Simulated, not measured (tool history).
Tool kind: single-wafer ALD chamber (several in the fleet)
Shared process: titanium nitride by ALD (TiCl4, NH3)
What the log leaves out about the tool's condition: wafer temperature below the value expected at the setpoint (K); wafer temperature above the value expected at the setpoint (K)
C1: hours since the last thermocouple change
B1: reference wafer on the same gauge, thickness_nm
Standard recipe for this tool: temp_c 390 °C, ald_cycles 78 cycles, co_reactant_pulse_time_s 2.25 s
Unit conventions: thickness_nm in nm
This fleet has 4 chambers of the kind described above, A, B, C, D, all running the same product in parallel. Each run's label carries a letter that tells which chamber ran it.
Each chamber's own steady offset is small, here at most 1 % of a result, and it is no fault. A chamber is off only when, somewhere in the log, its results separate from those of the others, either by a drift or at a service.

Run 1D, hour 3.1: usual settings; C1 246.4; B1 2.0294. Result: thickness_nm 1.7154 nm.
Run 2C, hour 7.4: usual settings; C1 673.9; B1 2.0292. Result: thickness_nm 1.7067 nm.
Run 3A, hour 11.3: usual settings; C1 2107.2; B1 2.0281. Result: thickness_nm 1.7034 nm.
Run 4B, hour 15.7: usual settings; C1 1010; B1 2.0282. Result: thickness_nm 1.7239 nm.
Run 5C, hour 20.8: usual settings; C1 687.3; B1 2.027. Result: thickness_nm 1.6994 nm.
Run 6A, hour 26.6: usual settings; C1 2122.5; B1 2.0272. Result: thickness_nm 1.7037 nm.
Run 7D, hour 32.5: usual settings; C1 275.8; B1 2.0267. Result: thickness_nm 1.7111 nm.
Run 8B, hour 36.4: usual settings but temp_c 382 °C, ald_cycles 64 cycles; C1 1030.7; B1 2.0262. Result: thickness_nm 1.4027 nm.
Run 9A, hour 39.9: usual settings but temp_c 382 °C, ald_cycles 64 cycles; C1 2135.8; B1 2.0258. Result: thickness_nm 1.3889 nm.
Run 10D, hour 45.2: usual settings but temp_c 382 °C, ald_cycles 64 cycles; C1 288.5; B1 2.0258. Result: thickness_nm 1.3934 nm.
Run 11C, hour 50.9: usual settings but temp_c 382 °C, ald_cycles 64 cycles; C1 717.4; B1 2.0257. Result: thickness_nm 1.3875 nm.
Run 12B, hour 54.1: usual settings; C1 1048.4; B1 2.0241. Result: thickness_nm 1.7169 nm.
Run 13C, hour 57.4: usual settings but ald_cycles 73 cycles, co_reactant_pulse_time_s 1.87 s; C1 723.9; B1 2.0239. Result: thickness_nm 1.5812 nm.
Run 14A, hour 63.8: usual settings but ald_cycles 73 cycles, co_reactant_pulse_time_s 1.87 s; C1 2159.7; B1 2.023. Result: thickness_nm 1.5759 nm.
Run 15D, hour 67.1: usual settings but ald_cycles 73 cycles, co_reactant_pulse_time_s 1.87 s; C1 310.4; B1 2.0233. Result: thickness_nm 1.5838 nm.
Run 16B, hour 72.9: usual settings but ald_cycles 73 cycles, co_reactant_pulse_time_s 1.87 s; C1 1067.2; B1 2.0211. Result: thickness_nm 1.5907 nm.
Run 17C, hour 76.2: usual settings; C1 742.7; B1 2.0222. Result: thickness_nm 1.7074 nm.
Run 18A, hour 80.6: usual settings; C1 2176.5; B1 2.0216. Result: thickness_nm 1.7041 nm.
Run 19D, hour 84.2: usual settings; C1 327.5; B1 2.0202. Result: thickness_nm 1.7058 nm.
Run 20B, hour 89.1: usual settings; C1 1083.4; B1 2.0204. Result: thickness_nm 1.7111 nm.
Run 21C, hour 95: usual settings; C1 761.5; B1 2.0194. Result: thickness_nm 1.6976 nm.
Run 22D, hour 100.9: usual settings; C1 344.2; B1 2.0199. Result: thickness_nm 1.7022 nm.
Run 23A, hour 105.2: usual settings; C1 2201.1; B1 2.0197. Result: thickness_nm 1.7001 nm.
Run 24B, hour 109.3: usual settings but ald_cycles 70 cycles; C1 1103.6; B1 2.0193. Result: thickness_nm 1.5423 nm.
Run 25C, hour 115.2: usual settings but ald_cycles 70 cycles; C1 781.7; B1 2.0183. Result: thickness_nm 1.5237 nm.
Run 26B, hour 120.3: usual settings but ald_cycles 70 cycles; C1 1114.6; B1 2.0163. Result: thickness_nm 1.5387 nm.
Run 27D, hour 123.6: usual settings but ald_cycles 70 cycles; C1 366.9; B1 2.0179. Result: thickness_nm 1.5227 nm.

Predict what each chamber gives when all 4 of them run the settings below next.
Run 28A, hour 128.2: usual settings. Result: thickness_nm ?.
Run 28B, hour 128.2: usual settings. Result: thickness_nm ?.
Run 28C, hour 128.2: usual settings. Result: thickness_nm ?.
Run 28D, hour 128.2: usual settings. Result: thickness_nm ?.

run  thickness_nm
28A        1.7027
28B         1.715
28C        1.6938
28D        1.7083
